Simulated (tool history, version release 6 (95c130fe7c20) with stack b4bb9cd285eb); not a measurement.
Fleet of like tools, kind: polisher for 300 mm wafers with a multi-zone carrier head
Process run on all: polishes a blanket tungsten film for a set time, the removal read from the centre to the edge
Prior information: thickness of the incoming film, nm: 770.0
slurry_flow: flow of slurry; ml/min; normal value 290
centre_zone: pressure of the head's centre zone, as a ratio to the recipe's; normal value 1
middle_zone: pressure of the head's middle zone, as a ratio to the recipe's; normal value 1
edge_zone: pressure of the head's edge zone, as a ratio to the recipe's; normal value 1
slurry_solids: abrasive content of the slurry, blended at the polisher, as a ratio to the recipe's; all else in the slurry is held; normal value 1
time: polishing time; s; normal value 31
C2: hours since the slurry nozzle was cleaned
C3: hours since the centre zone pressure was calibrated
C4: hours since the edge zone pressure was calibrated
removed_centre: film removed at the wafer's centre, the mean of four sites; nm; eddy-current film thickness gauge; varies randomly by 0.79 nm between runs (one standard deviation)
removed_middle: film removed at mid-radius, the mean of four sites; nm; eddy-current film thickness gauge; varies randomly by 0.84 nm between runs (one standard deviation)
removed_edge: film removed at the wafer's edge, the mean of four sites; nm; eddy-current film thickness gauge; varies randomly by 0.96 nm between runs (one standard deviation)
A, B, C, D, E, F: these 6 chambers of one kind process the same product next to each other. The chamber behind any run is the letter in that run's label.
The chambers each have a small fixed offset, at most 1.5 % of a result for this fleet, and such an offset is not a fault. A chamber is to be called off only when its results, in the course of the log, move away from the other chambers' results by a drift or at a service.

At day 0.229: chamber B: worn pad replaced by a new one.
Run 1D, day 0.296: usual settings; wafers polished on this pad 550; C2 251.7; C3 816.8; C4 568.9. Result: removed_centre 109.95 nm, removed_middle 108.19 nm, removed_edge 108.59 nm.
Run 2A, day 0.438: usual settings; wafers polished on this pad 1318; C2 376.5; C3 74; C4 294.8. Result: removed_centre 110.55 nm, removed_middle 107.82 nm, removed_edge 108.79 nm.
At day 0.662: chamber C: slurry nozzle cleaned.
Run 3F, day 0.683: usual settings; wafers polished on this pad 623; C2 850.6; C3 995.6; C4 1529.1. Result: removed_centre 107.58 nm, removed_middle 107.84 nm, removed_edge 108.15 nm.
At day 0.708: chamber C: edge zone pressure recalibrated.
At day 0.829: chamber E: worn pad replaced by a new one.
Run 4B, day 0.933: usual settings; wafers polished on this pad 192; C2 98.1; C3 589.6; C4 653.1. Result: removed_centre 110.05 nm, removed_middle 109.1 nm, removed_edge 107.28 nm.
At day 0.954: chamber F: worn pad replaced by a new one.
Run 5E, day 1.238: usual settings but slurry_flow 355 ml/min, centre_zone 1.07; wafers polished on this pad 112; C2 303.6; C3 460.5; C4 438.2. Result: removed_centre 117.67 nm, removed_middle 111.83 nm, removed_edge 107.12 nm.
At day 1.288: chamber F: edge zone pressure recalibrated.
At day 1.312: chamber A: worn pad replaced by a new one.
Run 6C, day 1.546: usual settings but slurry_flow 355 ml/min, centre_zone 1.07; wafers polished on this pad 766; C2 21.2; C3 231.2; C4 20.1. Result: removed_centre 120.1 nm, removed_middle 108.67 nm, removed_edge 110.61 nm.
Run 7F, day 1.771: usual settings but slurry_flow 355 ml/min, centre_zone 1.07; wafers polished on this pad 223; C2 876.7; C3 1021.7; C4 11.6. Result: removed_centre 119.37 nm, removed_middle 109.79 nm, removed_edge 109.31 nm.
Run 8D, day 1.904: usual settings but slurry_flow 355 ml/min, centre_zone 1.07; wafers polished on this pad 988; C2 290.3; C3 855.4; C4 607.5. Result: removed_centre 120.31 nm, removed_middle 108.8 nm, removed_edge 109.42 nm.
At day 1.988: chamber C: worn pad replaced by a new one.
Run 9C, day 2.15: usual settings but slurry_flow 355 ml/min, centre_zone 1.07; wafers polished on this pad 44; C2 35.7; C3 245.7; C4 34.6. Result: removed_centre 118.87 nm, removed_middle 111.35 nm, removed_edge 109.31 nm.
Run 10E, day 2.354: usual settings but slurry_flow 355 ml/min, centre_zone 1.07; wafers polished on this pad 416; C2 330.4; C3 487.3; C4 465. Result: removed_centre 117.01 nm, removed_middle 111.8 nm, removed_edge 108.94 nm.
At day 2.442: chamber B: worn pad replaced by a new one.
Run 11B, day 2.583: usual settings; wafers polished on this pad 38; C2 137.7; C3 629.2; C4 692.7. Result: removed_centre 111.57 nm, removed_middle 108.35 nm, removed_edge 108.7 nm.
Run 12A, day 2.883: usual settings; wafers polished on this pad 428; C2 435.2; C3 132.7; C4 353.5. Result: removed_centre 109.32 nm, removed_middle 109.36 nm, removed_edge 109.52 nm.
Run 13D, day 3.029: usual settings; wafers polished on this pad 1294; C2 317.3; C3 882.4; C4 634.5. Result: removed_centre 109.68 nm, removed_middle 107.7 nm, removed_edge 107.85 nm.
At day 3.196: chamber B: centre zone pressure recalibrated.
Run 14A, day 3.25: usual settings; wafers polished on this pad 528; C2 444; C3 141.5; C4 362.3. Result: removed_centre 109.78 nm, removed_middle 110.23 nm, removed_edge 108.06 nm.
Run 15C, day 3.5: usual settings but centre_zone 1.1; wafers polished on this pad 412; C2 68.1; C3 278.1; C4 67. Result: removed_centre 121.94 nm, removed_middle 108.85 nm, removed_edge 106.64 nm.
At day 3.725: chamber D: worn pad replaced by a new one.
Run 16E, day 3.817: usual settings but centre_zone 1.1; wafers polished on this pad 814; C2 365.5; C3 522.4; C4 500.1. Result: removed_centre 118.25 nm, removed_middle 108.24 nm, removed_edge 106.66 nm.
At day 3.846: chamber F: worn pad replaced by a new one.
Run 17F, day 3.983: usual settings but centre_zone 1.1; wafers polished on this pad 38; C2 929.8; C3 1074.8; C4 64.7. Result: removed_centre 117.71 nm, removed_middle 108.08 nm, removed_edge 107.41 nm.
Run 18B, day 4.271: usual settings but centre_zone 1.1; wafers polished on this pad 498; C2 178.2; C3 25.9; C4 733.2. Result: removed_centre 115.33 nm, removed_middle 108.07 nm, removed_edge 108.06 nm.
At day 4.412: chamber B: worn pad replaced by a new one.
Run 19C, day 4.567: usual settings but centre_zone 1.1; wafers polished on this pad 702; C2 93.7; C3 303.7; C4 92.6. Result: removed_centre 119.03 nm, removed_middle 108.76 nm, removed_edge 107.94 nm.
Run 20B, day 4.7: usual settings but centre_zone 1.1; wafers polished on this pad 78; C2 188.5; C3 36.2; C4 743.5. Result: removed_centre 115.16 nm, removed_middle 109.37 nm, removed_edge 107.46 nm.
At day 4.721: chamber F: slurry nozzle cleaned.
Run 21A, day 4.854: usual settings but slurry_solids 1.15; wafers polished on this pad 964; C2 482.5; C3 180; C4 400.8. Result: removed_centre 112.82 nm, removed_middle 114.22 nm, removed_edge 112.01 nm.
At day 4.871: chamber E: worn pad replaced by a new one.
Run 22F, day 5.033: usual settings but slurry_solids 1.15; wafers polished on this pad 324; C2 7.6; C3 1100; C4 89.9. Result: removed_centre 113.15 nm, removed_middle 112.07 nm, removed_edge 111.09 nm.
At day 5.079: chamber C: worn pad replaced by a new one.
Run 23D, day 5.204: usual settings but slurry_solids 1.15; wafers polished on this pad 403; C2 369.5; C3 934.6; C4 686.7. Result: removed_centre 112.58 nm, removed_middle 112.14 nm, removed_edge 111.27 nm.
Run 24E, day 5.4: usual settings but slurry_solids 1.15; wafers polished on this pad 144; C2 403.5; C3 560.4; C4 538.1. Result: removed_centre 111.87 nm, removed_middle 111.85 nm, removed_edge 110.31 nm.
Run 25F, day 5.671: usual settings but slurry_solids 1.15; wafers polished on this pad 497; C2 22.9; C3 1115.3; C4 105.2. Result: removed_centre 110.25 nm, removed_middle 112.43 nm, removed_edge 111.46 nm.
Run 26B, day 5.967: usual settings but slurry_solids 1.15; wafers polished on this pad 423; C2 218.9; C3 66.6; C4 773.9. Result: removed_centre 107.93 nm, removed_middle 113.93 nm, removed_edge 112.35 nm.
Run 27C, day 6.108: usual settings but time 38 s; wafers polished on this pad 280; C2 130.7; C3 340.7; C4 129.6. Result: removed_centre 133.1 nm, removed_middle 134.54 nm, removed_edge 133.78 nm.
Run 28A, day 6.275: usual settings but time 38 s; wafers polished on this pad 1351; C2 516.6; C3 214.1; C4 434.9. Result: removed_centre 133.92 nm, removed_middle 134.23 nm, removed_edge 133.14 nm.
At day 6.517: chamber B: worn pad replaced by a new one.
Run 29E, day 6.542: usual settings but time 38 s; wafers polished on this pad 455; C2 430.9; C3 587.8; C4 565.5. Result: removed_centre 132.65 nm, removed_middle 133.16 nm, removed_edge 131.54 nm.
At day 6.688: chamber A: worn pad replaced by a new one.
Run 30D, day 6.771: usual settings but time 38 s; wafers polished on this pad 830; C2 407.1; C3 972.2; C4 724.3. Result: removed_centre 135.56 nm, removed_middle 132.97 nm, removed_edge 133.29 nm.
Run 31A, day 6.921: usual settings but time 38 s; wafers polished on this pad 64; C2 532.1; C3 229.6; C4 450.4. Result: removed_centre 132.24 nm, removed_middle 134.2 nm, removed_edge 133.15 nm.
At day 6.938: chamber F: worn pad replaced by a new one.
At day 7.038: chamber F: centre zone pressure recalibrated.
Run 32F, day 7.112: usual settings but time 38 s; wafers polished on this pad 48; C2 57.5; C3 1.8; C4 139.8. Result: removed_centre 133.56 nm, removed_middle 132.38 nm, removed_edge 131.23 nm.
Run 33B, day 7.321: usual settings; wafers polished on this pad 219; C2 251.4; C3 99.1; C4 806.4. Result: removed_centre 102.93 nm, removed_middle 109.23 nm, removed_edge 111.05 nm.
Run 34D, day 7.562: usual settings; wafers polished on this pad 1046; C2 426.1; C3 991.2; C4 743.3. Result: removed_centre 108.61 nm, removed_middle 107.6 nm, removed_edge 107.78 nm.
Run 35C, day 7.875: usual settings; wafers polished on this pad 762; C2 173.1; C3 383.1; C4 172. Result: removed_centre 109.77 nm, removed_middle 110.22 nm, removed_edge 106.62 nm.
Run 36E, day 8.012: usual settings; wafers polished on this pad 856; C2 466.2; C3 623.1; C4 600.8. Result: removed_centre 107.58 nm, removed_middle 109.5 nm, removed_edge 108.86 nm.
Run 37B, day 8.229: usual settings; wafers polished on this pad 467; C2 273.2; C3 120.9; C4 828.2. Result: removed_centre 104.63 nm, removed_middle 108.4 nm, removed_edge 109.02 nm.

All chambers now run identical settings, listed one chamber a line with results as question marks. What results will each chamber show?
Run 38A, day 8.454: usual settings but time 34 s. Result: removed_centre ?, removed_middle ?, removed_edge ?.
Run 38B, day 8.454: usual settings but time 34 s. Result: removed_centre ?, removed_middle ?, removed_edge ?.
Run 38C, day 8.454: usual settings but time 34 s. Result: removed_centre ?, removed_middle ?, removed_edge ?.
Run 38D, day 8.454: usual settings but time 34 s. Result: removed_centre ?, removed_middle ?, removed_edge ?.
Run 38E, day 8.454: usual settings but time 34 s. Result: removed_centre ?, removed_middle ?, removed_edge ?.
Run 38F, day 8.454: usual settings but time 34 s. Result: removed_centre ?, removed_middle ?, removed_edge ?.

run  removed_centre  removed_middle  removed_edge
38A          120.41          120.61        118.14
38B          114.72          120.98        117.41
38C          121.28           121.5        119.01
38D          120.82          120.05        119.74
38E          118.21          119.78        118.31
38F          118.62          117.63        119.29

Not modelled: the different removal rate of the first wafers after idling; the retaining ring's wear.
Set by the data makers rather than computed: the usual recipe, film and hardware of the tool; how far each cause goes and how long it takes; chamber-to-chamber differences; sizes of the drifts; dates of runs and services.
